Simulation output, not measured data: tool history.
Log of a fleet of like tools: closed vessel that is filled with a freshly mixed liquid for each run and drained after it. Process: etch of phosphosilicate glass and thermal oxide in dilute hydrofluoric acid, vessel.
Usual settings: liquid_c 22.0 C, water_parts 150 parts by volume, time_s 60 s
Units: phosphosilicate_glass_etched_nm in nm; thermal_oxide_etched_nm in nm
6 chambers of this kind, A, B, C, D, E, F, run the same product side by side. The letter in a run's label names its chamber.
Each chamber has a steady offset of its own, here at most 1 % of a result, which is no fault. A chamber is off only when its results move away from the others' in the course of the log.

run	hour	liquid_c	water_parts	time_s	hours since the thermometer was replaced	hours since the hydrofluoric acid flow meter was replaced	read-back film thickness of the phosphosilicate glass reference wafer, read on the same gauge (nm)	read-back film thickness of the thermal oxide reference wafer, read on the same gauge (nm)	phosphosilicate_glass_etched_nm	thermal_oxide_etched_nm
1B	2.9	22.0	150	60	1725.5	1002.7	130.01	60.000	55.403	1.62070
2C	7.6	22.0	150	60	619.9	61.3	130.01	59.982	55.521	1.60370
3D	10.6	22.0	150	60	1636.1	253.5	129.99	60.011	55.571	1.58860
4E	14.3	22.0	150	60	415.4	769.3	130.01	60.013	55.230	1.60590
5A	19.6	22.0	95	60	487.0	384.7	129.99	60.007	91.146	2.63540
6F	22.7	22.0	95	60	98.8	1312.2	130.03	60.007	92.953	2.67100
7F	27.2	22.0	95	60	103.3	1316.7	129.97	59.994	92.385	2.69170
8D	30.2	22.0	95	60	1655.7	273.1	130.01	59.991	91.758	2.59490
9C	33.4	22.0	95	60	645.7	87.1	130.03	59.991	93.637	2.73320
10E	37.8	22.0	95	60	438.9	792.8	129.99	59.986	93.549	2.67260
11A	40.4	22.0	150	60	507.8	405.5	130.02	59.995	54.809	1.59350
12B	45.9	22.0	150	60	1768.5	1045.7	130.00	59.979	55.326	1.58020
13C	51.4	22.0	150	60	663.7	105.1	130.00	59.996	55.368	1.60800
14D	55.4	22.0	150	60	1680.9	298.3	130.01	60.007	55.274	1.52470
15E	60.7	22.0	150	60	461.8	815.7	130.02	59.986	54.792	1.62340
16F	63.5	22.0	90	60	139.6	1353.0	130.00	60.007	97.328	2.80890
17B	66.4	22.0	90	60	1789.0	1066.2	130.01	59.983	98.868	2.82840
18A	70.9	22.0	90	60	538.3	436.0	129.98	60.000	97.459	2.76260
19B	73.6	22.0	90	60	1796.2	1073.4	130.01	60.000	98.466	2.82720
20E	78.0	22.0	90	60	479.1	833.0	130.01	60.009	99.607	2.90030
21A	80.5	22.0	90	60	547.9	445.6	130.00	59.964	97.606	2.80280
22C	84.8	22.0	150	60	697.1	138.5	130.00	60.017	55.598	1.63650
23D	90.2	22.0	150	60	1715.7	333.1	130.01	59.990	55.508	1.55300
24F	95.5	22.0	150	60	171.6	1385.0	130.01	59.987	55.239	1.63200
25E	100.9	22.0	150	60	502.0	855.9	130.02	59.971	55.328	1.59280
26B	106.0	22.0	150	60	1828.6	1105.8	129.99	59.989	54.808	1.57720
27A	110.8	22.0	150	60	578.2	475.9	129.98	59.982	54.874	1.59240
28C	114.6	22.0	150	60	726.9	168.3	130.02	60.002	55.498	1.60630
29D	118.9	17.5	210	60	1744.4	361.8	130.00	60.002	31.450	0.92098
30F	124.0	17.5	210	60	200.1	1413.5	130.01	60.006	30.898	0.90708
31A	128.2	17.5	210	60	595.6	493.3	130.02	60.003	31.048	0.86988
32B	131.2	17.5	210	60	1853.8	1131.0	129.99	60.001	31.134	0.89699
33E	134.8	17.5	210	60	535.9	889.8	130.00	60.000	30.853	0.90034
34C	138.1	17.5	210	60	750.4	191.8	130.01	60.009	31.041	0.90851
35D	142.8	22.0	150	60	1768.3	385.7	129.99	60.006	55.492	1.56410
36F	147.1	22.0	150	60	223.2	1436.6	129.97	59.974	55.180	1.62190

Is one chamber off against the others, does the gauge drift, or is nothing wrong? If a chamber is off, say which, and what the likeliest cause is.

No chamber stands off beyond its own small offset, and the gauge holds steady.
